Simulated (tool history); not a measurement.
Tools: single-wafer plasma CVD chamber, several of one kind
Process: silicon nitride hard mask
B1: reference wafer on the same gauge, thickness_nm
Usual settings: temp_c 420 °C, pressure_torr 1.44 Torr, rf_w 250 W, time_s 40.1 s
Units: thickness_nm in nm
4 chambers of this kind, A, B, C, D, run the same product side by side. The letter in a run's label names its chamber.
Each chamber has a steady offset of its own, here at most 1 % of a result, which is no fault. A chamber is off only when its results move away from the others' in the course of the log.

Run 1C, hour 3.6: usual settings; B1 46.294. Result: thickness_nm 39.443 nm.
Run 2D, hour 6.4: usual settings; B1 46.309. Result: thickness_nm 39.14 nm.
Run 3A, hour 10.3: usual settings; B1 46.309. Result: thickness_nm 38.66 nm.
Run 4B, hour 12.8: usual settings; B1 46.292. Result: thickness_nm 39.169 nm.
Run 5C, hour 15.4: usual settings; B1 46.301. Result: thickness_nm 39.329 nm.
Run 6D, hour 18.1: usual settings; B1 46.295. Result: thickness_nm 39.148 nm.
Run 7A, hour 22.5: usual settings; B1 46.289. Result: thickness_nm 38.925 nm.
Run 8B, hour 24.8: usual settings; B1 46.312. Result: thickness_nm 39.206 nm.
Run 9D, hour 28.9: usual settings but temp_c 412 °C, pressure_torr 1.78 Torr; B1 46.26. Result: thickness_nm 41.718 nm.
Run 10B, hour 31.8: usual settings but temp_c 412 °C, pressure_torr 1.78 Torr; B1 46.314. Result: thickness_nm 41.601 nm.
Run 11A, hour 35.3: usual settings but temp_c 412 °C, pressure_torr 1.78 Torr; B1 46.328. Result: thickness_nm 41.309 nm.
Run 12C, hour 37.3: usual settings but temp_c 412 °C, pressure_torr 1.78 Torr; B1 46.293. Result: thickness_nm 41.961 nm.
Run 13A, hour 39.3: usual settings but pressure_torr 1.2 Torr, time_s 32.7 s; B1 46.315. Result: thickness_nm 30.015 nm.
Run 14D, hour 42.3: usual settings but pressure_torr 1.2 Torr, time_s 32.7 s; B1 46.285. Result: thickness_nm 30.07 nm.
Run 15B, hour 46.5: usual settings but pressure_torr 1.2 Torr, time_s 32.7 s; B1 46.297. Result: thickness_nm 30.352 nm.
Run 16C, hour 48.8: usual settings but pressure_torr 1.2 Torr, time_s 32.7 s; B1 46.315. Result: thickness_nm 30.341 nm.
Run 17A, hour 52.1: usual settings; B1 46.281. Result: thickness_nm 38.964 nm.
Run 18D, hour 56.3: usual settings; B1 46.304. Result: thickness_nm 38.996 nm.
Run 19C, hour 60.1: usual settings; B1 46.293. Result: thickness_nm 39.367 nm.
Run 20B, hour 63.4: usual settings; B1 46.299. Result: thickness_nm 39.088 nm.
Run 21B, hour 65.6: usual settings but rf_w 270 W, time_s 46.3 s; B1 46.303. Result: thickness_nm 47.672 nm.
Run 22A, hour 69.3: usual settings but rf_w 270 W, time_s 46.3 s; B1 46.329. Result: thickness_nm 47.18 nm.
Run 23D, hour 72.9: usual settings but rf_w 270 W, time_s 46.3 s; B1 46.279. Result: thickness_nm 47.621 nm.
Run 24C, hour 77: usual settings but rf_w 270 W, time_s 46.3 s; B1 46.303. Result: thickness_nm 48.111 nm.
Run 25B, hour 80.8: usual settings; B1 46.302. Result: thickness_nm 39.228 nm.
Run 26D, hour 83.1: usual settings; B1 46.291. Result: thickness_nm 39.277 nm.
Run 27C, hour 87.4: usual settings; B1 46.301. Result: thickness_nm 39.38 nm.
Run 28A, hour 91.5: usual settings but temp_c 407 °C, rf_w 200 W; B1 46.338. Result: thickness_nm 33.223 nm.
Run 29B, hour 93.6: usual settings but temp_c 407 °C, rf_w 200 W; B1 46.289. Result: thickness_nm 33.62 nm.
Run 30A, hour 98: usual settings but temp_c 407 °C, rf_w 200 W; B1 46.283. Result: thickness_nm 33.264 nm.
Run 31C, hour 101.7: usual settings but temp_c 407 °C, rf_w 200 W; B1 46.315. Result: thickness_nm 33.81 nm.
Run 32D, hour 104: usual settings; B1 46.302. Result: thickness_nm 39.1 nm.
Run 33C, hour 107.2: usual settings; B1 46.302. Result: thickness_nm 39.422 nm.
Run 34A, hour 111.4: usual settings; B1 46.269. Result: thickness_nm 38.718 nm.
Run 35B, hour 115.8: usual settings but pressure_torr 1.73 Torr; B1 46.257. Result: thickness_nm 41.312 nm.
Run 36D, hour 118.1: usual settings but pressure_torr 1.73 Torr; B1 46.297. Result: thickness_nm 41.332 nm.
Run 37A, hour 122.2: usual settings but pressure_torr 1.73 Torr; B1 46.267. Result: thickness_nm 40.9 nm.
Run 38B, hour 126.6: usual settings but pressure_torr 1.73 Torr; B1 46.322. Result: thickness_nm 41.276 nm.
Run 39D, hour 130.6: usual settings; B1 46.285. Result: thickness_nm 39.123 nm.
Run 40C, hour 132.9: usual settings; B1 46.298. Result: thickness_nm 39.501 nm.
Run 41B, hour 137.2: usual settings; B1 46.308. Result: thickness_nm 39.169 nm.

All 4 chambers run these settings next. Forecast each chamber's results:
Run 42A, hour 140.3: usual settings but pressure_torr 1.3 Torr. Result: thickness_nm ?.
Run 42B, hour 140.3: usual settings but pressure_torr 1.3 Torr. Result: thickness_nm ?.
Run 42C, hour 140.3: usual settings but pressure_torr 1.3 Torr. Result: thickness_nm ?.
Run 42D, hour 140.3: usual settings but pressure_torr 1.3 Torr. Result: thickness_nm ?.

run  thickness_nm
42A        37.682
42B        37.887
42C        38.228
42D        37.989

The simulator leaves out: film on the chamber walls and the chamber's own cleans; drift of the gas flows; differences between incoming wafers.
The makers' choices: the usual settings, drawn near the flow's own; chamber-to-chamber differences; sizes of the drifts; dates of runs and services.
